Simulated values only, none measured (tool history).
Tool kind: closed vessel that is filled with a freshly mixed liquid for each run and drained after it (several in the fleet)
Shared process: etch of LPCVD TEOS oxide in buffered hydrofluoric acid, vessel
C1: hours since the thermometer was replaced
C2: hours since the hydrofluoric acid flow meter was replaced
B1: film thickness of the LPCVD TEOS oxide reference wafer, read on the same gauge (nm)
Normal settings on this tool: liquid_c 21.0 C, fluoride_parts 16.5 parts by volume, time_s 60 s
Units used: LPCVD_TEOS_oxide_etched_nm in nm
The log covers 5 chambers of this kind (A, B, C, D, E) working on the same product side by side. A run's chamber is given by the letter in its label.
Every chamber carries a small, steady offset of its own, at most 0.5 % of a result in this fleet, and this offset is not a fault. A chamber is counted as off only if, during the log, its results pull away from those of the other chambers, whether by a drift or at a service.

{"run": "1D", "hour": 3.8, "liquid_c": 21.0, "fluoride_parts": 16.5, "time_s": 60, "C1": 1599.0, "C2": 1553.9, "B1": 130.0, "LPCVD_TEOS_oxide_etched_nm": 164.96}
{"run": "2B", "hour": 7.5, "liquid_c": 21.0, "fluoride_parts": 16.5, "time_s": 60, "C1": 1165.7, "C2": 215.8, "B1": 129.98, "LPCVD_TEOS_oxide_etched_nm": 166.91}
{"run": "3E", "hour": 9.9, "liquid_c": 21.0, "fluoride_parts": 16.5, "time_s": 60, "C1": 1310.4, "C2": 67.1, "B1": 130.02, "LPCVD_TEOS_oxide_etched_nm": 166.99}
{"run": "4A", "hour": 14.6, "liquid_c": 21.0, "fluoride_parts": 16.5, "time_s": 60, "C1": 888.0, "C2": 1574.4, "B1": 130.01, "LPCVD_TEOS_oxide_etched_nm": 167.04}
{"run": "5C", "hour": 17.2, "liquid_c": 21.0, "fluoride_parts": 16.5, "time_s": 60, "C1": 635.9, "C2": 715.8, "B1": 129.99, "LPCVD_TEOS_oxide_etched_nm": 171.18}
{"run": "6D", "hour": 20.0, "liquid_c": 21.0, "fluoride_parts": 16.5, "time_s": 60, "C1": 1615.2, "C2": 1570.1, "B1": 130.01, "LPCVD_TEOS_oxide_etched_nm": 164.81}
{"run": "7B", "hour": 23.8, "liquid_c": 17.0, "fluoride_parts": 16.5, "time_s": 60, "C1": 1182.0, "C2": 232.1, "B1": 130.01, "LPCVD_TEOS_oxide_etched_nm": 131.65}
{"run": "8C", "hour": 26.4, "liquid_c": 17.0, "fluoride_parts": 16.5, "time_s": 60, "C1": 645.1, "C2": 725.0, "B1": 129.99, "LPCVD_TEOS_oxide_etched_nm": 134.09}
{"run": "9E", "hour": 30.4, "liquid_c": 17.0, "fluoride_parts": 16.5, "time_s": 60, "C1": 1330.9, "C2": 87.6, "B1": 130.01, "LPCVD_TEOS_oxide_etched_nm": 131.79}
{"run": "10A", "hour": 33.1, "liquid_c": 17.0, "fluoride_parts": 16.5, "time_s": 60, "C1": 906.5, "C2": 1592.9, "B1": 130.01, "LPCVD_TEOS_oxide_etched_nm": 133.97}
{"run": "11E", "hour": 37.9, "liquid_c": 17.0, "fluoride_parts": 16.5, "time_s": 60, "C1": 1338.4, "C2": 95.1, "B1": 129.99, "LPCVD_TEOS_oxide_etched_nm": 132.83}
{"run": "12C", "hour": 42.9, "liquid_c": 21.0, "fluoride_parts": 16.5, "time_s": 60, "C1": 661.6, "C2": 741.5, "B1": 130.01, "LPCVD_TEOS_oxide_etched_nm": 167.48}
{"run": "13B", "hour": 47.5, "liquid_c": 21.0, "fluoride_parts": 16.5, "time_s": 60, "C1": 1205.7, "C2": 255.8, "B1": 129.99, "LPCVD_TEOS_oxide_etched_nm": 165.95}
{"run": "14A", "hour": 51.4, "liquid_c": 21.0, "fluoride_parts": 16.5, "time_s": 60, "C1": 924.8, "C2": 1611.2, "B1": 129.98, "LPCVD_TEOS_oxide_etched_nm": 166.24}
{"run": "15D", "hour": 55.7, "liquid_c": 21.0, "fluoride_parts": 16.5, "time_s": 60, "C1": 1650.9, "C2": 1605.8, "B1": 130.0, "LPCVD_TEOS_oxide_etched_nm": 164.69}
{"run": "16E", "hour": 59.0, "liquid_c": 19.0, "fluoride_parts": 21.0, "time_s": 60, "C1": 1359.5, "C2": 116.2, "B1": 130.01, "LPCVD_TEOS_oxide_etched_nm": 118.51}
{"run": "17D", "hour": 62.0, "liquid_c": 19.0, "fluoride_parts": 21.0, "time_s": 60, "C1": 1657.2, "C2": 1612.1, "B1": 130.0, "LPCVD_TEOS_oxide_etched_nm": 117.32}
{"run": "18B", "hour": 64.8, "liquid_c": 19.0, "fluoride_parts": 21.0, "time_s": 60, "C1": 1223.0, "C2": 273.1, "B1": 129.97, "LPCVD_TEOS_oxide_etched_nm": 117.26}
{"run": "19A", "hour": 69.0, "liquid_c": 19.0, "fluoride_parts": 21.0, "time_s": 60, "C1": 942.4, "C2": 1628.8, "B1": 130.02, "LPCVD_TEOS_oxide_etched_nm": 121.05}
{"run": "20C", "hour": 73.2, "liquid_c": 19.0, "fluoride_parts": 21.0, "time_s": 60, "C1": 691.9, "C2": 771.8, "B1": 130.01, "LPCVD_TEOS_oxide_etched_nm": 119.6}
{"run": "21C", "hour": 78.0, "liquid_c": 21.0, "fluoride_parts": 16.5, "time_s": 60, "C1": 696.7, "C2": 776.6, "B1": 130.03, "LPCVD_TEOS_oxide_etched_nm": 164.8}
{"run": "22A", "hour": 82.7, "liquid_c": 17.0, "fluoride_parts": 14.5, "time_s": 60, "C1": 956.1, "C2": 1642.5, "B1": 130.03, "LPCVD_TEOS_oxide_etched_nm": 153.45}
{"run": "23E", "hour": 88.0, "liquid_c": 17.0, "fluoride_parts": 14.5, "time_s": 60, "C1": 1388.5, "C2": 145.2, "B1": 129.99, "LPCVD_TEOS_oxide_etched_nm": 150.8}
{"run": "24B", "hour": 91.5, "liquid_c": 17.0, "fluoride_parts": 14.5, "time_s": 60, "C1": 1249.7, "C2": 299.8, "B1": 130.0, "LPCVD_TEOS_oxide_etched_nm": 150.73}
{"run": "25D", "hour": 96.5, "liquid_c": 17.0, "fluoride_parts": 14.5, "time_s": 60, "C1": 1691.7, "C2": 1646.6, "B1": 129.99, "LPCVD_TEOS_oxide_etched_nm": 150.49}
{"run": "26E", "hour": 99.8, "liquid_c": 17.0, "fluoride_parts": 14.5, "time_s": 60, "C1": 1400.3, "C2": 157.0, "B1": 129.99, "LPCVD_TEOS_oxide_etched_nm": 151.76}
{"run": "27A", "hour": 103.0, "liquid_c": 18.5, "fluoride_parts": 19.5, "time_s": 60, "C1": 976.4, "C2": 1662.8, "B1": 130.0, "LPCVD_TEOS_oxide_etched_nm": 123.37}
{"run": "28C", "hour": 106.0, "liquid_c": 18.5, "fluoride_parts": 19.5, "time_s": 60, "C1": 724.7, "C2": 804.6, "B1": 129.98, "LPCVD_TEOS_oxide_etched_nm": 121.62}
{"run": "29B", "hour": 108.8, "liquid_c": 18.5, "fluoride_parts": 19.5, "time_s": 60, "C1": 1267.0, "C2": 317.1, "B1": 130.01, "LPCVD_TEOS_oxide_etched_nm": 122.25}
{"run": "30D", "hour": 112.5, "liquid_c": 18.5, "fluoride_parts": 19.5, "time_s": 60, "C1": 1707.7, "C2": 1662.6, "B1": 130.03, "LPCVD_TEOS_oxide_etched_nm": 121.34}
{"run": "31B", "hour": 116.2, "liquid_c": 18.5, "fluoride_parts": 19.5, "time_s": 60, "C1": 1274.4, "C2": 324.5, "B1": 130.01, "LPCVD_TEOS_oxide_etched_nm": 124.48}
{"run": "32C", "hour": 119.3, "liquid_c": 21.0, "fluoride_parts": 16.5, "time_s": 60, "C1": 738.0, "C2": 817.9, "B1": 130.0, "LPCVD_TEOS_oxide_etched_nm": 166.1}
{"run": "33D", "hour": 123.2, "liquid_c": 21.0, "fluoride_parts": 16.5, "time_s": 60, "C1": 1718.4, "C2": 1673.3, "B1": 130.01, "LPCVD_TEOS_oxide_etched_nm": 166.61}
{"run": "34A", "hour": 125.6, "liquid_c": 21.0, "fluoride_parts": 16.5, "time_s": 60, "C1": 999.0, "C2": 1685.4, "B1": 130.03, "LPCVD_TEOS_oxide_etched_nm": 169.45}
{"run": "35E", "hour": 130.9, "liquid_c": 21.0, "fluoride_parts": 16.5, "time_s": 60, "C1": 1431.4, "C2": 188.1, "B1": 130.03, "LPCVD_TEOS_oxide_etched_nm": 166.53}
{"run": "36B", "hour": 135.7, "liquid_c": 21.0, "fluoride_parts": 16.5, "time_s": 60, "C1": 1293.9, "C2": 344.0, "B1": 130.01, "LPCVD_TEOS_oxide_etched_nm": 166.63}
{"run": "37D", "hour": 140.0, "liquid_c": 21.0, "fluoride_parts": 16.5, "time_s": 60, "C1": 1735.2, "C2": 1690.1, "B1": 129.99, "LPCVD_TEOS_oxide_etched_nm": 165.03}
{"run": "38C", "hour": 144.6, "liquid_c": 21.0, "fluoride_parts": 16.5, "time_s": 60, "C1": 763.3, "C2": 843.2, "B1": 130.04, "LPCVD_TEOS_oxide_etched_nm": 168.69}
{"run": "39A", "hour": 148.0, "liquid_c": 21.0, "fluoride_parts": 16.5, "time_s": 40, "C1": 1021.4, "C2": 1707.8, "B1": 130.01, "LPCVD_TEOS_oxide_etched_nm": 109.65}

All chambers now run identical settings, listed one chamber a line with results as question marks. What results will each chamber show?
{"run": "40A", "hour": 151.7, "liquid_c": 21.0, "fluoride_parts": 16.5, "time_s": 60, "LPCVD_TEOS_oxide_etched_nm": "?"}
{"run": "40B", "hour": 151.7, "liquid_c": 21.0, "fluoride_parts": 16.5, "time_s": 60, "LPCVD_TEOS_oxide_etched_nm": "?"}
{"run": "40C", "hour": 151.7, "liquid_c": 21.0, "fluoride_parts": 16.5, "time_s": 60, "LPCVD_TEOS_oxide_etched_nm": "?"}
{"run": "40D", "hour": 151.7, "liquid_c": 21.0, "fluoride_parts": 16.5, "time_s": 60, "LPCVD_TEOS_oxide_etched_nm": "?"}
{"run": "40E", "hour": 151.7, "liquid_c": 21.0, "fluoride_parts": 16.5, "time_s": 60, "LPCVD_TEOS_oxide_etched_nm": "?"}

run=40A LPCVD_TEOS_oxide_etched_nm=166.02
run=40B LPCVD_TEOS_oxide_etched_nm=169.39
run=40C LPCVD_TEOS_oxide_etched_nm=164.38
run=40D LPCVD_TEOS_oxide_etched_nm=164.56
run=40E LPCVD_TEOS_oxide_etched_nm=165.08
